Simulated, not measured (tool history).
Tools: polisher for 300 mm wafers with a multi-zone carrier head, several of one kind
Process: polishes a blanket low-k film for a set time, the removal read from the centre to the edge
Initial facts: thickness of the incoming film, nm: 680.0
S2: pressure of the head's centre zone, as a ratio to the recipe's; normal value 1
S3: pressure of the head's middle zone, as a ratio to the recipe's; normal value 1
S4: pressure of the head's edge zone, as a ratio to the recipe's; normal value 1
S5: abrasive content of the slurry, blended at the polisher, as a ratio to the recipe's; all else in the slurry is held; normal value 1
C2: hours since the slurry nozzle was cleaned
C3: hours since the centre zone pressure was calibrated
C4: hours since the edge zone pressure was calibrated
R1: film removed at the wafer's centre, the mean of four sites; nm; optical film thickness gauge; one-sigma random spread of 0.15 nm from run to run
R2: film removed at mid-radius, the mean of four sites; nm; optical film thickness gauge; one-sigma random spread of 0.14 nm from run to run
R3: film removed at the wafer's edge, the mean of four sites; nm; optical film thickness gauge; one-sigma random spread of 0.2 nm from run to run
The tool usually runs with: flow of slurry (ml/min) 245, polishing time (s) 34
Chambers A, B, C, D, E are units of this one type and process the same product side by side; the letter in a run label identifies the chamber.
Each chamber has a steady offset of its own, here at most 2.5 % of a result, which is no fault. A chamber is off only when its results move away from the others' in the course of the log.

{"run": "1C", "hour": 2.3, "flow of slurry (ml/min)": 245, "S2": 1, "S3": 1, "S4": 1, "S5": 1, "polishing time (s)": 34, "wafers polished on this pad": 624, "C2": 90.2, "C3": 183.5, "C4": 283.4, "R1": 14.723, "R2": 14.832, "R3": 14.886}
{"run": "2A", "hour": 5.5, "flow of slurry (ml/min)": 245, "S2": 1, "S3": 1, "S4": 1, "S5": 1, "polishing time (s)": 34, "wafers polished on this pad": 546, "C2": 315.6, "C3": 80.2, "C4": 268.8, "R1": 15.092, "R2": 15.242, "R3": 15.029}
{"run": "3B", "hour": 8.1, "flow of slurry (ml/min)": 245, "S2": 1, "S3": 1, "S4": 1, "S5": 1, "polishing time (s)": 34, "wafers polished on this pad": 201, "C2": 337.2, "C3": 811.4, "C4": 1176.4, "R1": 15.21, "R2": 15.048, "R3": 15.013}
{"run": "4E", "hour": 11.4, "flow of slurry (ml/min)": 245, "S2": 1, "S3": 1, "S4": 1, "S5": 1, "polishing time (s)": 34, "wafers polished on this pad": 678, "C2": 115.9, "C3": 219, "C4": 885.5, "R1": 15.291, "R2": 15.108, "R3": 15.084}
{"run": "5D", "hour": 14.4, "flow of slurry (ml/min)": 245, "S2": 1, "S3": 1, "S4": 1, "S5": 1, "polishing time (s)": 34, "wafers polished on this pad": 996, "C2": 125.9, "C3": 721.6, "C4": 369.9, "R1": 15.548, "R2": 15.015, "R3": 15.319}
{"hour": 17.0, "done": "chamber A: worn pad replaced by a new one"}
{"run": "6A", "hour": 18.8, "flow of slurry (ml/min)": 245, "S2": 1, "S3": 1, "S4": 1, "S5": 1, "polishing time (s)": 34, "wafers polished on this pad": 30, "C2": 328.9, "C3": 93.5, "C4": 282.1, "R1": 15.12, "R2": 15.16, "R3": 14.92}
{"run": "7B", "hour": 21.0, "flow of slurry (ml/min)": 245, "S2": 1, "S3": 1, "S4": 1, "S5": 1, "polishing time (s)": 34, "wafers polished on this pad": 421, "C2": 350.1, "C3": 824.3, "C4": 1189.3, "R1": 15.191, "R2": 15.205, "R3": 15.238}
{"hour": 21.4, "done": "chamber D: worn pad replaced by a new one"}
{"run": "8C", "hour": 24.9, "flow of slurry (ml/min)": 245, "S2": 1, "S3": 1, "S4": 1, "S5": 1, "polishing time (s)": 34, "wafers polished on this pad": 1008, "C2": 112.8, "C3": 206.1, "C4": 306, "R1": 14.749, "R2": 15.052, "R3": 15.01}
{"run": "9D", "hour": 29.8, "flow of slurry (ml/min)": 245, "S2": 1, "S3": 1, "S4": 1, "S5": 1, "polishing time (s)": 34, "wafers polished on this pad": 144, "C2": 141.3, "C3": 737, "C4": 385.3, "R1": 15.305, "R2": 15.021, "R3": 15.064}
{"hour": 30.0, "done": "chamber B: worn pad replaced by a new one"}
{"hour": 30.9, "done": "chamber B: centre zone pressure recalibrated"}
{"run": "10E", "hour": 33.7, "flow of slurry (ml/min)": 245, "S2": 1, "S3": 1, "S4": 1, "S5": 1, "polishing time (s)": 34, "wafers polished on this pad": 1057, "C2": 138.2, "C3": 241.3, "C4": 907.8, "R1": 15.105, "R2": 14.975, "R3": 14.846}
{"run": "11A", "hour": 36.5, "flow of slurry (ml/min)": 245, "S2": 1, "S3": 1, "S4": 1, "S5": 1, "polishing time (s)": 34, "wafers polished on this pad": 332, "C2": 346.6, "C3": 111.2, "C4": 299.8, "R1": 15.18, "R2": 15.208, "R3": 14.846}
{"hour": 39.6, "done": "chamber E: worn pad replaced by a new one"}
{"run": "12E", "hour": 40.6, "flow of slurry (ml/min)": 245, "S2": 1, "S3": 1, "S4": 1, "S5": 1, "polishing time (s)": 34, "wafers polished on this pad": 17, "C2": 145.1, "C3": 248.2, "C4": 914.7, "R1": 15.107, "R2": 15.089, "R3": 15.524}
{"run": "13D", "hour": 45.1, "flow of slurry (ml/min)": 245, "S2": 1, "S3": 1, "S4": 1, "S5": 0.75, "polishing time (s)": 40, "wafers polished on this pad": 404, "C2": 156.6, "C3": 752.3, "C4": 400.6, "R1": 15.52, "R2": 15.524, "R3": 15.501}
{"hour": 48.0, "done": "chamber C: worn pad replaced by a new one"}
{"run": "14C", "hour": 49.7, "flow of slurry (ml/min)": 245, "S2": 1, "S3": 1, "S4": 1, "S5": 0.75, "polishing time (s)": 40, "wafers polished on this pad": 29, "C2": 137.6, "C3": 230.9, "C4": 330.8, "R1": 15.044, "R2": 15.142, "R3": 15.739}
{"run": "15B", "hour": 53.9, "flow of slurry (ml/min)": 245, "S2": 1, "S3": 1, "S4": 1, "S5": 0.75, "polishing time (s)": 40, "wafers polished on this pad": 408, "C2": 383, "C3": 23, "C4": 1222.2, "R1": 15.37, "R2": 15.604, "R3": 15.232}
{"run": "16B", "hour": 57.6, "flow of slurry (ml/min)": 245, "S2": 1, "S3": 1, "S4": 1, "S5": 0.75, "polishing time (s)": 40, "wafers polished on this pad": 471, "C2": 386.7, "C3": 26.7, "C4": 1225.9, "R1": 15.475, "R2": 15.751, "R3": 15.596}
{"hour": 59.8, "done": "chamber B: edge zone pressure recalibrated"}
{"run": "17C", "hour": 59.8, "flow of slurry (ml/min)": 245, "S2": 1, "S3": 1, "S4": 1, "S5": 0.75, "polishing time (s)": 40, "wafers polished on this pad": 201, "C2": 147.7, "C3": 241, "C4": 340.9, "R1": 15.099, "R2": 15.351, "R3": 15.209}
{"hour": 60.7, "done": "chamber A: worn pad replaced by a new one"}
{"run": "18D", "hour": 63.6, "flow of slurry (ml/min)": 245, "S2": 1, "S3": 1, "S4": 1, "S5": 1, "polishing time (s)": 34, "wafers polished on this pad": 719, "C2": 175.1, "C3": 770.8, "C4": 419.1, "R1": 15.173, "R2": 15.239, "R3": 15.395}
{"hour": 64.4, "done": "chamber B: worn pad replaced by a new one"}
{"hour": 66.7, "done": "chamber A: slurry nozzle cleaned"}
{"run": "19E", "hour": 68.2, "flow of slurry (ml/min)": 245, "S2": 1, "S3": 1, "S4": 0.95, "S5": 1.1, "polishing time (s)": 34, "wafers polished on this pad": 487, "C2": 172.7, "C3": 275.8, "C4": 942.3, "R1": 15.83, "R2": 15.832, "R3": 15.701}
{"run": "20A", "hour": 72.6, "flow of slurry (ml/min)": 245, "S2": 1, "S3": 1, "S4": 0.95, "S5": 1.1, "polishing time (s)": 34, "wafers polished on this pad": 203, "C2": 6, "C3": 147.3, "C4": 335.9, "R1": 15.683, "R2": 15.795, "R3": 15.279}
{"run": "21A", "hour": 75.0, "flow of slurry (ml/min)": 245, "S2": 1, "S3": 1, "S4": 0.95, "S5": 1.1, "polishing time (s)": 34, "wafers polished on this pad": 244, "C2": 8.4, "C3": 149.7, "C4": 338.3, "R1": 15.685, "R2": 16.173, "R3": 15.351}
{"run": "22E", "hour": 77.5, "flow of slurry (ml/min)": 245, "S2": 1, "S3": 1, "S4": 0.95, "S5": 1.1, "polishing time (s)": 34, "wafers polished on this pad": 645, "C2": 182, "C3": 285.1, "C4": 951.6, "R1": 15.658, "R2": 15.859, "R3": 15.387}
{"run": "23B", "hour": 80.7, "flow of slurry (ml/min)": 245, "S2": 1, "S3": 1, "S4": 0.95, "S5": 1.1, "polishing time (s)": 34, "wafers polished on this pad": 277, "C2": 409.8, "C3": 49.8, "C4": 21, "R1": 15.738, "R2": 15.969, "R3": 15.433}
{"run": "24C", "hour": 85.5, "flow of slurry (ml/min)": 245, "S2": 1, "S3": 1, "S4": 1, "S5": 1, "polishing time (s)": 34, "wafers polished on this pad": 638, "C2": 173.4, "C3": 266.7, "C4": 366.6, "R1": 15.008, "R2": 14.867, "R3": 15.253}
{"run": "25D", "hour": 89.1, "flow of slurry (ml/min)": 245, "S2": 1, "S3": 1, "S4": 1, "S5": 1, "polishing time (s)": 34, "wafers polished on this pad": 1153, "C2": 200.6, "C3": 796.3, "C4": 444.6, "R1": 15.472, "R2": 15.136, "R3": 15.275}
{"hour": 91.2, "done": "chamber D: worn pad replaced by a new one"}
{"run": "26D", "hour": 91.2, "flow of slurry (ml/min)": 245, "S2": 1.11, "S3": 1, "S4": 1, "S5": 0.75, "polishing time (s)": 34, "wafers polished on this pad": 0, "C2": 202.7, "C3": 798.4, "C4": 446.7, "R1": 14.954, "R2": 12.948, "R3": 13.581}
{"run": "27B", "hour": 95.0, "flow of slurry (ml/min)": 245, "S2": 1.11, "S3": 1, "S4": 1, "S5": 0.75, "polishing time (s)": 34, "wafers polished on this pad": 521, "C2": 424.1, "C3": 64.1, "C4": 35.3, "R1": 14.852, "R2": 13.207, "R3": 13.069}
{"run": "28A", "hour": 97.6, "flow of slurry (ml/min)": 245, "S2": 1.11, "S3": 1, "S4": 1, "S5": 0.75, "polishing time (s)": 34, "wafers polished on this pad": 628, "C2": 31, "C3": 172.3, "C4": 360.9, "R1": 14.928, "R2": 13.135, "R3": 12.939}
{"hour": 98.2, "done": "chamber E: worn pad replaced by a new one"}
{"run": "29C", "hour": 100.2, "flow of slurry (ml/min)": 245, "S2": 1.11, "S3": 1, "S4": 1, "S5": 0.75, "polishing time (s)": 34, "wafers polished on this pad": 888, "C2": 188.1, "C3": 281.4, "C4": 381.3, "R1": 14.66, "R2": 12.951, "R3": 13.234}
{"hour": 101.2, "done": "chamber B: worn pad replaced by a new one"}
{"run": "30E", "hour": 104.6, "flow of slurry (ml/min)": 245, "S2": 1.11, "S3": 1, "S4": 1, "S5": 0.75, "polishing time (s)": 34, "wafers polished on this pad": 109, "C2": 209.1, "C3": 312.2, "C4": 978.7, "R1": 14.844, "R2": 13.164, "R3": 13.196}
{"hour": 106.0, "done": "chamber A: worn pad replaced by a new one"}
{"run": "31D", "hour": 106.9, "flow of slurry (ml/min)": 245, "S2": 1, "S3": 1, "S4": 1, "S5": 1, "polishing time (s)": 34, "wafers polished on this pad": 267, "C2": 218.4, "C3": 814.1, "C4": 462.4, "R1": 15.246, "R2": 15.249, "R3": 15.103}
{"run": "32E", "hour": 111.8, "flow of slurry (ml/min)": 245, "S2": 1, "S3": 1, "S4": 1, "S5": 1, "polishing time (s)": 34, "wafers polished on this pad": 231, "C2": 216.3, "C3": 319.4, "C4": 985.9, "R1": 15.22, "R2": 15.139, "R3": 15.144}
{"run": "33B", "hour": 116.7, "flow of slurry (ml/min)": 245, "S2": 0.95, "S3": 1.05, "S4": 1, "S5": 1, "polishing time (s)": 34, "wafers polished on this pad": 265, "C2": 445.8, "C3": 85.8, "C4": 57, "R1": 14.125, "R2": 15.965, "R3": 15.328}
{"run": "34A", "hour": 119.3, "flow of slurry (ml/min)": 245, "S2": 0.95, "S3": 1.05, "S4": 1, "S5": 1, "polishing time (s)": 34, "wafers polished on this pad": 227, "C2": 52.7, "C3": 194, "C4": 382.6, "R1": 14.121, "R2": 15.771, "R3": 15.148}
{"run": "35C", "hour": 124.2, "flow of slurry (ml/min)": 245, "S2": 0.95, "S3": 1.05, "S4": 1, "S5": 1, "polishing time (s)": 34, "wafers polished on this pad": 1296, "C2": 212.1, "C3": 305.4, "C4": 405.3, "R1": 13.795, "R2": 15.233, "R3": 15.14}
{"run": "36B", "hour": 126.5, "flow of slurry (ml/min)": 245, "S2": 0.95, "S3": 1.05, "S4": 1, "S5": 1, "polishing time (s)": 34, "wafers polished on this pad": 432, "C2": 455.6, "C3": 95.6, "C4": 66.8, "R1": 14.322, "R2": 15.819, "R3": 15.383}

Does one chamber stand apart from the rest, does the shared gauge drift, or is all well apart from small per-chamber offsets? Give the chamber and the most likely cause, where there is one.

The fleet is healthy, with each chamber sitting at its usual small offset and no drift in the gauge.
